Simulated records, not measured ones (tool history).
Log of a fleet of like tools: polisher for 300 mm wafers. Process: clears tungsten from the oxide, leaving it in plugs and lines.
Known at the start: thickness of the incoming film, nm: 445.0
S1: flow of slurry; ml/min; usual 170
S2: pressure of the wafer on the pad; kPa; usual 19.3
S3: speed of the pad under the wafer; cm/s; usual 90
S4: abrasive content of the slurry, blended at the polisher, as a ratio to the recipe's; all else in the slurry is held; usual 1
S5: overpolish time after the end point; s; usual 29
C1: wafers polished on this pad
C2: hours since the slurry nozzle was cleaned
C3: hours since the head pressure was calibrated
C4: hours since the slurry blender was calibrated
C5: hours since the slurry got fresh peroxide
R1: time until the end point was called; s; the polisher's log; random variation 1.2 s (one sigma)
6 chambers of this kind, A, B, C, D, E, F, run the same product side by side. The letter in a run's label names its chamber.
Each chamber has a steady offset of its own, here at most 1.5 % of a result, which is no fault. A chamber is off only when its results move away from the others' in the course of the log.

run	hour	S1	S2	S3	S4	S5	C1	C2	C3	C4	C5	R1
1B	5.9	170	19.3	90	1	29	474	305.9	316.5	230	179.4	116.75
# hour 7.8: chamber C: slurry tank refilled with fresh slurry and peroxide
# hour 11.2: chamber B: slurry tank refilled with fresh slurry and peroxide
2C	12.8	170	19.3	90	1	29	328	35.8	651.3	123	5	117.9
# hour 14.5: chamber D: slurry tank refilled with fresh slurry and peroxide
3D	22.9	170	19.3	90	1	29	528	91.8	311.6	157.2	8.4	115.1
4A	30.3	170	19.3	90	1	29	757	219.9	509.8	92.2	82.7	118.37
# hour 30.4: chamber A: slurry tank refilled with fresh slurry and peroxide
# hour 34.4: chamber A: worn pad replaced by a new one
5F	40.7	170	19.3	90	1	29	712	122.9	80.2	84.8	118.6	117.67
# hour 41.2: chamber B: head pressure recalibrated
# hour 46.4: chamber F: worn pad replaced by a new one
6E	50	170	19.3	90	1	29	528	408.7	603.7	77.9	56.9	115.7
7D	61.4	170	19.3	90	1	29	811	130.3	350.1	195.7	46.9	116.91
# hour 68.7: chamber D: worn pad replaced by a new one
# hour 69.2: chamber F: slurry tank refilled with fresh slurry and peroxide
# hour 71: chamber C: slurry tank refilled with fresh slurry and peroxide
8C	71.2	170	19.3	90	1	29	757	94.2	709.7	181.4	0.3	117.98
# hour 77: chamber C: slurry blender recalibrated
# hour 78.6: chamber E: worn pad replaced by a new one
9F	81.3	170	19.3	90	1	29	256	163.5	120.8	125.4	12.2	117.03
# hour 88.2: chamber F: slurry blender recalibrated
10A	91.7	170	19.3	90	1	29	421	281.3	571.2	153.6	61.4	117.12
# hour 91.8: chamber E: slurry tank refilled with fresh slurry and peroxide
# hour 94.2: chamber C: worn pad replaced by a new one
11B	98.8	170	19.3	66	0.85	29	1157	398.8	57.6	322.9	87.7	163.27
# hour 102.3: chamber D: slurry tank refilled with fresh slurry and peroxide
12E	109.2	170	19.3	66	0.85	29	225	467.9	662.9	137.1	17.4	164.56
# hour 115.7: chamber A: slurry tank refilled with fresh slurry and peroxide
13A	115.7	170	19.3	66	0.85	29	597	305.3	595.2	177.6	0.1	166.51
14B	124.6	170	19.3	66	0.85	29	1346	424.6	83.4	348.7	113.5	168.09
# hour 126.9: chamber E: slurry nozzle cleaned
15C	132.3	170	19.3	66	0.85	29	280	155.3	770.8	55.4	61.4	167.44
# hour 140.3: chamber B: slurry blender recalibrated
16E	143.3	170	19.3	66	0.85	29	475	16.4	697	171.2	51.5	165.01
# hour 148: chamber D: slurry blender recalibrated
17D	150.6	170	19.3	90	1	29	602	219.5	439.3	2.6	48.3	115.41
# hour 151.4: chamber A: worn pad replaced by a new one
# hour 151.5: chamber C: slurry tank refilled with fresh slurry and peroxide
# hour 157.6: chamber E: worn pad replaced by a new one
18F	157.8	170	19.3	90	1	29	818	240	197.3	69.6	88.7	114.79
19A	164.2	170	19.3	70	1	29	94	353.8	643.7	226.1	48.6	149.79
# hour 167.8: chamber F: worn pad replaced by a new one
# hour 170.1: chamber B: worn pad replaced by a new one
20D	173.6	170	19.3	70	1	29	771	242.5	462.3	25.6	71.3	147.04
# hour 178.3: chamber C: slurry nozzle cleaned
21F	179.7	170	19.3	70	1	29	87	261.9	219.2	91.5	110.6	148.05
# hour 180.9: chamber D: worn pad replaced by a new one
# hour 183: chamber B: slurry tank refilled with fresh slurry and peroxide
# hour 183: chamber D: slurry tank refilled with fresh slurry and peroxide
22E	190.7	170	19.3	70	1	29	243	63.8	744.4	218.6	98.9	149.04
# hour 191.9: chamber E: slurry blender recalibrated
# hour 197.6: chamber A: slurry tank refilled with fresh slurry and peroxide
23C	197.6	170	19.3	70	1	29	759	19.3	836.1	120.7	46.2	146.63
# hour 203.7: chamber E: slurry tank refilled with fresh slurry and peroxide
24B	208.8	170	19.3	70	1	29	284	508.8	167.6	68.6	25.8	148.13
# hour 213.6: chamber C: worn pad replaced by a new one
25F	215.1	170	19.3	90	1	29	347	297.3	254.6	126.9	146	116.56
# hour 219.2: chamber B: slurry nozzle cleaned
# hour 219.2: chamber F: slurry blender recalibrated
26A	223.2	170	19.3	90	1	29	527	412.8	702.7	285.1	25.7	120.2
# hour 226.7: chamber F: slurry tank refilled with fresh slurry and peroxide
27D	229.5	170	19.3	90	1	29	357	298.4	518.2	81.5	46.5	116.32
# hour 232.4: chamber C: slurry tank refilled with fresh slurry and peroxide
28C	237.4	170	19.3	90	1	29	175	59.1	875.9	160.5	5.1	116.26
29B	246.7	170	19.3	90	1	29	563	27.6	205.5	106.5	63.7	118
# hour 250: chamber E: worn pad replaced by a new one
30E	255.8	170	19.3	90	1	29	42	128.9	809.5	63.9	52.1	114.83
# hour 259.2: chamber D: slurry tank refilled with fresh slurry and peroxide
# hour 266.7: chamber F: worn pad replaced by a new one
31D	267.7	170	19.3	120	0.75	29	638	336.6	556.4	119.7	8.6	93.193
# hour 273.8: chamber A: slurry tank refilled with fresh slurry and peroxide
32E	275	170	19.3	120	0.75	29	184	148.1	828.7	83.1	71.3	93.356
# hour 277.2: chamber C: slurry blender recalibrated
33F	282.2	170	19.3	120	0.75	29	113	364.4	321.7	63	55.6	93.668
# hour 286.4: chamber A: worn pad replaced by a new one
34B	293.8	170	19.3	120	0.75	29	909	74.7	252.6	153.6	110.8	93.53
# hour 294.6: chamber A: head pressure recalibrated
# hour 295.8: chamber A: slurry blender recalibrated
# hour 296.5: chamber C: slurry tank refilled with fresh slurry and peroxide
# hour 299.9: chamber D: worn pad replaced by a new one
35A	304.4	170	19.3	120	0.75	29	132	494	9.9	8.6	30.6	92.995
# hour 311.7: chamber E: slurry tank refilled with fresh slurry and peroxide
36C	313.7	170	19.3	120	0.75	29	736	135.4	952.2	36.5	17.3	93.343
37A	319.5	215	19.3	60	1	29	243	509.1	25	23.7	45.7	171.94
# hour 325.7: chamber C: worn pad replaced by a new one
38E	326.1	215	19.3	60	1	29	559	199.2	879.8	134.2	14.4	171.51
39B	333.5	215	19.3	60	1	29	1201	114.4	292.3	193.3	150.5	166.98
# hour 343.1: chamber F: slurry blender recalibrated
40D	344	215	19.3	60	1	29	324	412.9	632.7	196	84.9	161.66
# hour 346.6: chamber F: head pressure recalibrated
41C	350.5	215	19.3	60	1	29	182	172.2	989	73.3	54.1	172.93
42F	362.4	215	19.3	60	1	29	703	444.6	15.9	19.4	135.8	168.73

What goes on in this fleet: one chamber off, a drifting gauge, or nothing beyond the chambers' own small offsets? Name the chamber and the cause, if any.

No chamber stands off beyond its own small offset, and the gauge holds steady.
